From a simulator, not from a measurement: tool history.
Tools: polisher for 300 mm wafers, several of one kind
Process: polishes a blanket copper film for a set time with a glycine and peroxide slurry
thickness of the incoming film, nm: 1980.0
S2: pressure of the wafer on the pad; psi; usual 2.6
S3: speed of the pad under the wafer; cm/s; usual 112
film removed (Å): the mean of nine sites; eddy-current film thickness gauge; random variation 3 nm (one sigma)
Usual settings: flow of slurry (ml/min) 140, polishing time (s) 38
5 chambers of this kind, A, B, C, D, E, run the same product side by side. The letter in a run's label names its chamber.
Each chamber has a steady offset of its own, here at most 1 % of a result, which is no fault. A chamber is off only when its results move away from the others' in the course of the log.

At day 0.358: chamber A: worn pad replaced by a new one.
Run 1C, day 0.358: usual settings. Result: film removed (Å) 2035.4.
Run 2D, day 0.825: usual settings. Result: film removed (Å) 2099.5.
Run 3E, day 1.317: usual settings. Result: film removed (Å) 2009.9.
Run 4B, day 1.788: usual settings. Result: film removed (Å) 2064.5.
Run 5A, day 2.075: usual settings. Result: film removed (Å) 2098.3.
At day 2.121: chamber B: worn pad replaced by a new one.
Run 6A, day 2.5: usual settings. Result: film removed (Å) 2051.6.
Run 7E, day 2.758: usual settings. Result: film removed (Å) 2064.5.
Run 8C, day 3.079: usual settings. Result: film removed (Å) 2021.8.
Run 9B, day 3.475: usual settings but S2 2.9 psi, polishing time (s) 28. Result: film removed (Å) 1687.7.
Run 10D, day 3.9: usual settings but S2 2.9 psi, polishing time (s) 28. Result: film removed (Å) 1671.8.
At day 4.1: chamber D: worn pad replaced by a new one.
Run 11C, day 4.146: usual settings but S2 2.9 psi, polishing time (s) 28. Result: film removed (Å) 1654.4.
At day 4.342: chamber E: worn pad replaced by a new one.
Run 12A, day 4.592: usual settings but S2 2.9 psi, polishing time (s) 28. Result: film removed (Å) 1648.5.
At day 4.712: chamber C: worn pad replaced by a new one.
Run 13B, day 5.083: usual settings but S2 2.9 psi, polishing time (s) 28. Result: film removed (Å) 1668.2.
At day 5.221: chamber B: worn pad replaced by a new one.
Run 14E, day 5.35: usual settings. Result: film removed (Å) 2069.6.
Run 15D, day 5.725: usual settings. Result: film removed (Å) 2094.6.
At day 5.742: chamber E: head pressure recalibrated.
Run 16A, day 5.95: usual settings. Result: film removed (Å) 2031.4.
Run 17C, day 6.383: usual settings. Result: film removed (Å) 2060.2.
At day 6.721: chamber D: slurry nozzle cleaned.
Run 18D, day 6.779: usual settings. Result: film removed (Å) 2019.3.
Run 19B, day 7.071: usual settings. Result: film removed (Å) 2010.7.
Run 20E, day 7.358: usual settings. Result: film removed (Å) 2054.6.
At day 7.392: chamber C: slurry nozzle cleaned.
Run 21A, day 7.667: usual settings but polishing time (s) 33. Result: film removed (Å) 1749.4.
Run 22B, day 8.083: usual settings but polishing time (s) 33. Result: film removed (Å) 1777.7.
At day 8.454: chamber A: worn pad replaced by a new one.
Run 23E, day 8.454: usual settings but polishing time (s) 33. Result: film removed (Å) 1752.9.
At day 8.742: chamber B: worn pad replaced by a new one.
Run 24D, day 8.896: usual settings but polishing time (s) 33. Result: film removed (Å) 1765.2.
Run 25C, day 9.229: usual settings but polishing time (s) 33. Result: film removed (Å) 1761.5.
At day 9.504: chamber D: worn pad replaced by a new one.
Run 26A, day 9.554: usual settings. Result: film removed (Å) 2082.7.
At day 9.583: chamber E: worn pad replaced by a new one.
Run 27D, day 9.904: usual settings. Result: film removed (Å) 2058.8.
Run 28B, day 10.25: usual settings. Result: film removed (Å) 2041.6.
Run 29C, day 10.588: usual settings but S3 130 cm/s. Result: film removed (Å) 2307.8.
Run 30E, day 10.821: usual settings but S3 130 cm/s. Result: film removed (Å) 2320.5.
Run 31B, day 11.038: usual settings but S3 130 cm/s. Result: film removed (Å) 2402.
Run 32A, day 11.508: usual settings but S3 130 cm/s. Result: film removed (Å) 2304.7.

All 5 chambers run these settings next. Forecast each chamber's results:
Run 33A, day 11.871: usual settings but polishing time (s) 29. Result: film removed (Å) ?.
Run 33B, day 11.871: usual settings but polishing time (s) 29. Result: film removed (Å) ?.
Run 33C, day 11.871: usual settings but polishing time (s) 29. Result: film removed (Å) ?.
Run 33D, day 11.871: usual settings but polishing time (s) 29. Result: film removed (Å) ?.
Run 33E, day 11.871: usual settings but polishing time (s) 29. Result: film removed (Å) ?.

run  film removed (Å)
33A            1543.4
33B              1575
33C            1586.1
33D            1552.5
33E              1571
